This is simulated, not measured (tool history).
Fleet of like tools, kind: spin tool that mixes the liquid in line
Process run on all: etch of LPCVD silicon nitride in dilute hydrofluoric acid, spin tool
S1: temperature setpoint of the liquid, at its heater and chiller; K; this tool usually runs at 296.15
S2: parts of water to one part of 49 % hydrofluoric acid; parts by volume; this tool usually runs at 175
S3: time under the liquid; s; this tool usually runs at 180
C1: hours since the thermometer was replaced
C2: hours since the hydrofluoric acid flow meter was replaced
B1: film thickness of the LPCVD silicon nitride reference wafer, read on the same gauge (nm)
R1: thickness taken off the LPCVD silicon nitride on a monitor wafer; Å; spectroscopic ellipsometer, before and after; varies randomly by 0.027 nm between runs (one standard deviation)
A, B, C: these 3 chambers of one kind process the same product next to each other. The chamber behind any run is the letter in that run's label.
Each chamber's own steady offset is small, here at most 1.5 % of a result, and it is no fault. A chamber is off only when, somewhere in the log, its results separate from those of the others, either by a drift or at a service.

{"run": "1B", "hour": 10.3, "S1": 296.15, "S2": 175, "S3": 180, "C1": 46.8, "C2": 680.9, "B1": 139.98, "R1": 5.7075}
{"run": "2C", "hour": 18.7, "S1": 296.15, "S2": 175, "S3": 180, "C1": 921.6, "C2": 1087.7, "B1": 140.01, "R1": 5.5802}
{"run": "3A", "hour": 25.0, "S1": 296.15, "S2": 175, "S3": 180, "C1": 720.7, "C2": 192.0, "B1": 140.01, "R1": 5.4759}
{"run": "4B", "hour": 31.8, "S1": 296.15, "S2": 175, "S3": 180, "C1": 68.3, "C2": 702.4, "B1": 140.0, "R1": 5.5081}
{"run": "5A", "hour": 38.4, "S1": 296.15, "S2": 175, "S3": 180, "C1": 734.1, "C2": 205.4, "B1": 139.99, "R1": 6.2052}
{"run": "6C", "hour": 46.7, "S1": 296.15, "S2": 175, "S3": 180, "C1": 949.6, "C2": 1115.7, "B1": 140.0, "R1": 5.4869}
{"run": "7A", "hour": 52.0, "S1": 296.15, "S2": 175, "S3": 180, "C1": 747.7, "C2": 219.0, "B1": 139.99, "R1": 5.8259}
{"run": "8C", "hour": 57.1, "S1": 296.15, "S2": 175, "S3": 180, "C1": 960.0, "C2": 1126.1, "B1": 140.02, "R1": 5.6224}
{"run": "9B", "hour": 65.9, "S1": 296.15, "S2": 175, "S3": 180, "C1": 102.4, "C2": 736.5, "B1": 139.98, "R1": 5.9533}
{"run": "10B", "hour": 74.5, "S1": 296.15, "S2": 175, "S3": 180, "C1": 111.0, "C2": 745.1, "B1": 139.99, "R1": 5.9889}
{"run": "11C", "hour": 83.4, "S1": 296.15, "S2": 175, "S3": 180, "C1": 986.3, "C2": 1152.4, "B1": 139.99, "R1": 5.6356}
{"run": "12A", "hour": 93.2, "S1": 296.15, "S2": 175, "S3": 235, "C1": 788.9, "C2": 260.2, "B1": 140.0, "R1": 7.2525}
{"run": "13C", "hour": 98.7, "S1": 296.15, "S2": 175, "S3": 235, "C1": 1001.6, "C2": 1167.7, "B1": 139.99, "R1": 7.4114}
{"run": "14A", "hour": 108.5, "S1": 296.15, "S2": 175, "S3": 235, "C1": 804.2, "C2": 275.5, "B1": 139.98, "R1": 7.6288}
{"run": "15B", "hour": 114.8, "S1": 296.15, "S2": 175, "S3": 180, "C1": 151.3, "C2": 785.4, "B1": 140.01, "R1": 5.6635}
{"run": "16B", "hour": 125.2, "S1": 296.15, "S2": 175, "S3": 180, "C1": 161.7, "C2": 795.8, "B1": 140.01, "R1": 5.7564}
{"run": "17C", "hour": 133.5, "S1": 296.15, "S2": 175, "S3": 180, "C1": 1036.4, "C2": 1202.5, "B1": 140.01, "R1": 5.7133}
{"run": "18A", "hour": 141.2, "S1": 296.15, "S2": 175, "S3": 120, "C1": 836.9, "C2": 308.2, "B1": 139.99, "R1": 3.7976}
{"hour": 146.5, "done": "chamber A: thermometer replaced"}
{"run": "19A", "hour": 151.8, "S1": 296.15, "S2": 175, "S3": 120, "C1": 5.4, "C2": 318.8, "B1": 140.01, "R1": 3.5892}
{"run": "20C", "hour": 158.1, "S1": 296.15, "S2": 175, "S3": 120, "C1": 1061.0, "C2": 1227.1, "B1": 140.0, "R1": 3.6191}
{"run": "21B", "hour": 165.4, "S1": 296.15, "S2": 175, "S3": 180, "C1": 201.9, "C2": 836.0, "B1": 139.99, "R1": 5.0196}
{"run": "22B", "hour": 174.3, "S1": 296.15, "S2": 175, "S3": 180, "C1": 210.8, "C2": 844.9, "B1": 140.01, "R1": 5.6188}
{"run": "23A", "hour": 181.8, "S1": 296.15, "S2": 175, "S3": 180, "C1": 35.4, "C2": 348.8, "B1": 140.0, "R1": 5.326}
{"run": "24C", "hour": 187.5, "S1": 296.15, "S2": 175, "S3": 180, "C1": 1090.4, "C2": 1256.5, "B1": 139.99, "R1": 5.212}
{"run": "25B", "hour": 195.2, "S1": 296.15, "S2": 175, "S3": 180, "C1": 231.7, "C2": 865.8, "B1": 140.02, "R1": 5.7444}
{"run": "26A", "hour": 202.5, "S1": 296.15, "S2": 175, "S3": 180, "C1": 56.1, "C2": 369.5, "B1": 139.99, "R1": 5.0872}
{"run": "27C", "hour": 213.3, "S1": 296.15, "S2": 175, "S3": 180, "C1": 1116.2, "C2": 1282.3, "B1": 140.01, "R1": 5.4775}
{"run": "28A", "hour": 224.4, "S1": 296.15, "S2": 175, "S3": 230, "C1": 78.0, "C2": 391.4, "B1": 140.0, "R1": 7.2659}
{"run": "29B", "hour": 231.8, "S1": 296.15, "S2": 175, "S3": 230, "C1": 268.3, "C2": 902.4, "B1": 139.99, "R1": 6.9976}
{"run": "30C", "hour": 238.9, "S1": 296.15, "S2": 175, "S3": 230, "C1": 1141.8, "C2": 1307.9, "B1": 140.0, "R1": 6.8323}
{"run": "31A", "hour": 244.7, "S1": 296.15, "S2": 175, "S3": 180, "C1": 98.3, "C2": 411.7, "B1": 140.01, "R1": 5.5612}
{"run": "32B", "hour": 252.8, "S1": 296.15, "S2": 175, "S3": 180, "C1": 289.3, "C2": 923.4, "B1": 139.98, "R1": 5.2866}
{"run": "33C", "hour": 259.5, "S1": 293.65, "S2": 175, "S3": 180, "C1": 1162.4, "C2": 1328.5, "B1": 139.99, "R1": 4.8348}
{"run": "34C", "hour": 270.8, "S1": 293.65, "S2": 175, "S3": 180, "C1": 1173.7, "C2": 1339.8, "B1": 140.0, "R1": 4.8914}
{"run": "35B", "hour": 277.2, "S1": 293.65, "S2": 175, "S3": 180, "C1": 313.7, "C2": 947.8, "B1": 140.0, "R1": 4.4162}
{"run": "36A", "hour": 285.0, "S1": 296.15, "S2": 175, "S3": 180, "C1": 138.6, "C2": 452.0, "B1": 139.99, "R1": 5.3863}
{"run": "37B", "hour": 292.7, "S1": 296.15, "S2": 175, "S3": 180, "C1": 329.2, "C2": 963.3, "B1": 140.01, "R1": 5.543}
{"run": "38C", "hour": 304.2, "S1": 296.15, "S2": 135, "S3": 180, "C1": 1207.1, "C2": 1373.2, "B1": 140.0, "R1": 7.6912}
{"run": "39A", "hour": 311.9, "S1": 296.15, "S2": 135, "S3": 180, "C1": 165.5, "C2": 478.9, "B1": 140.0, "R1": 7.3262}
{"run": "40A", "hour": 318.9, "S1": 296.15, "S2": 135, "S3": 180, "C1": 172.5, "C2": 485.9, "B1": 140.0, "R1": 7.3198}
{"run": "41C", "hour": 328.5, "S1": 296.15, "S2": 175, "S3": 180, "C1": 1231.4, "C2": 1397.5, "B1": 140.0, "R1": 5.7795}
{"run": "42B", "hour": 334.3, "S1": 296.15, "S2": 175, "S3": 180, "C1": 370.8, "C2": 1004.9, "B1": 140.0, "R1": 5.6339}

Next, all 3 chambers run the settings below, one line each with question marks for the results. What does each chamber give?
{"run": "43A", "hour": 342.6, "S1": 296.15, "S2": 250, "S3": 180, "R1": "?"}
{"run": "43B", "hour": 342.6, "S1": 296.15, "S2": 250, "S3": 180, "R1": "?"}
{"run": "43C", "hour": 342.6, "S1": 296.15, "S2": 250, "S3": 180, "R1": "?"}

run=43A R1=4.0102
run=43B R1=4.0231
run=43C R1=4.0616
